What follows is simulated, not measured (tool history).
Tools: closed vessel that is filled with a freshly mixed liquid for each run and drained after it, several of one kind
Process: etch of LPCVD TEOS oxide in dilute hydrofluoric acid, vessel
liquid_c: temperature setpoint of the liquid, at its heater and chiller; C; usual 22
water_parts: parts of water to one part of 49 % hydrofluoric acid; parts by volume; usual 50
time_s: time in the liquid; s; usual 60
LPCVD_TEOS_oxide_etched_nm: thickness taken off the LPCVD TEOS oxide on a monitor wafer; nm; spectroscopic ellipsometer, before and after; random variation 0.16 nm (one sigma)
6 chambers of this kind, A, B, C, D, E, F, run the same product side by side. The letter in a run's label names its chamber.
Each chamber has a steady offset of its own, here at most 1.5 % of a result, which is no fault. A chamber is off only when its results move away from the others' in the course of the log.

run   hour  liquid_c  water_parts  time_s  read-back film thickness of the LPCVD TEOS oxide reference wafer, read on the same gauge (nm)  LPCVD_TEOS_oxide_etched_nm
 1C    5.7        22           50      60                                                                                          30.03                      45.594
 2E   11.7        22           50      60                                                                                         30.026                      45.222
 3A   15.8        22           50      60                                                                                         30.024                       45.62
 4D   19.9        22           50      60                                                                                         29.997                      45.936
 5F     24        22           50      60                                                                                          29.99                      45.609
 6B   30.7        24           50      60                                                                                         29.988                       50.09
 7D   34.4        24           50      60                                                                                         29.996                      49.598
 8F   38.5        24           50      60                                                                                          30.02                      49.834
 9E   45.8        24           50      60                                                                                         29.996                      49.405
10A   50.9        24           50      60                                                                                         30.026                      49.815
11C   57.2        24           50      60                                                                                         30.017                      49.689
12B     61        22           50      60                                                                                         29.998                      45.755
      61.3  -- chamber A: thermometer replaced
13B   66.5        22           50      60                                                                                          29.98                      45.663
14D   72.3        22           50      60                                                                                         30.004                      45.654
15C   79.4        22           50      60                                                                                         29.958                      45.993
16E   83.4        22           50      60                                                                                          30.01                      45.224
17A   88.1        22           50      60                                                                                         29.967                      45.679
18F   93.9        22           50      60                                                                                         29.967                      45.662
19F   99.7        17           50      60                                                                                         30.012                      36.922
20D  106.5        17           50      60                                                                                         30.016                      36.858
21B  110.5        17           50      60                                                                                         30.002                      36.959
22E  117.4        17           50      60                                                                                         29.968                       36.66
23A  123.9        17           50      60                                                                                          30.01                      37.346
24C  128.8        17           50      60                                                                                         30.013                      37.043
25A  133.2        22           50      60                                                                                         29.979                      45.739
     134.9  -- chamber B: thermometer replaced
26E    139        22           50      60                                                                                         29.994                        45.2
27C  143.1        22           50      60                                                                                         30.003                       45.81
28F  147.6        22           50      60                                                                                          29.99                      45.765
29D  151.9        22           50      60                                                                                         29.995                      45.878
30B  156.2        22           50      60                                                                                         29.987                      45.869
31F    161        22           35      80                                                                                         30.011                      88.371
32C  164.5        22           35      80                                                                                             30                      88.098
33B  170.5        22           35      80                                                                                          29.99                      88.712
34A  177.6        22           35      80                                                                                         30.034                      89.382
35E  181.1        22           35      80                                                                                         30.011                      88.747
     182.8  -- chamber F: thermometer replaced
36D    188        22           35      80                                                                                         29.998                      89.584
37F  191.9        22           50      60                                                                                         29.993                      45.325
38A  197.4        22           50      60                                                                                         29.972                      45.987

Is one chamber off against the others, does the gauge drift, or is nothing wrong? If a chamber is off, say which, and what the likeliest cause is.

No chamber stands off beyond its own small offset, and the gauge holds steady.

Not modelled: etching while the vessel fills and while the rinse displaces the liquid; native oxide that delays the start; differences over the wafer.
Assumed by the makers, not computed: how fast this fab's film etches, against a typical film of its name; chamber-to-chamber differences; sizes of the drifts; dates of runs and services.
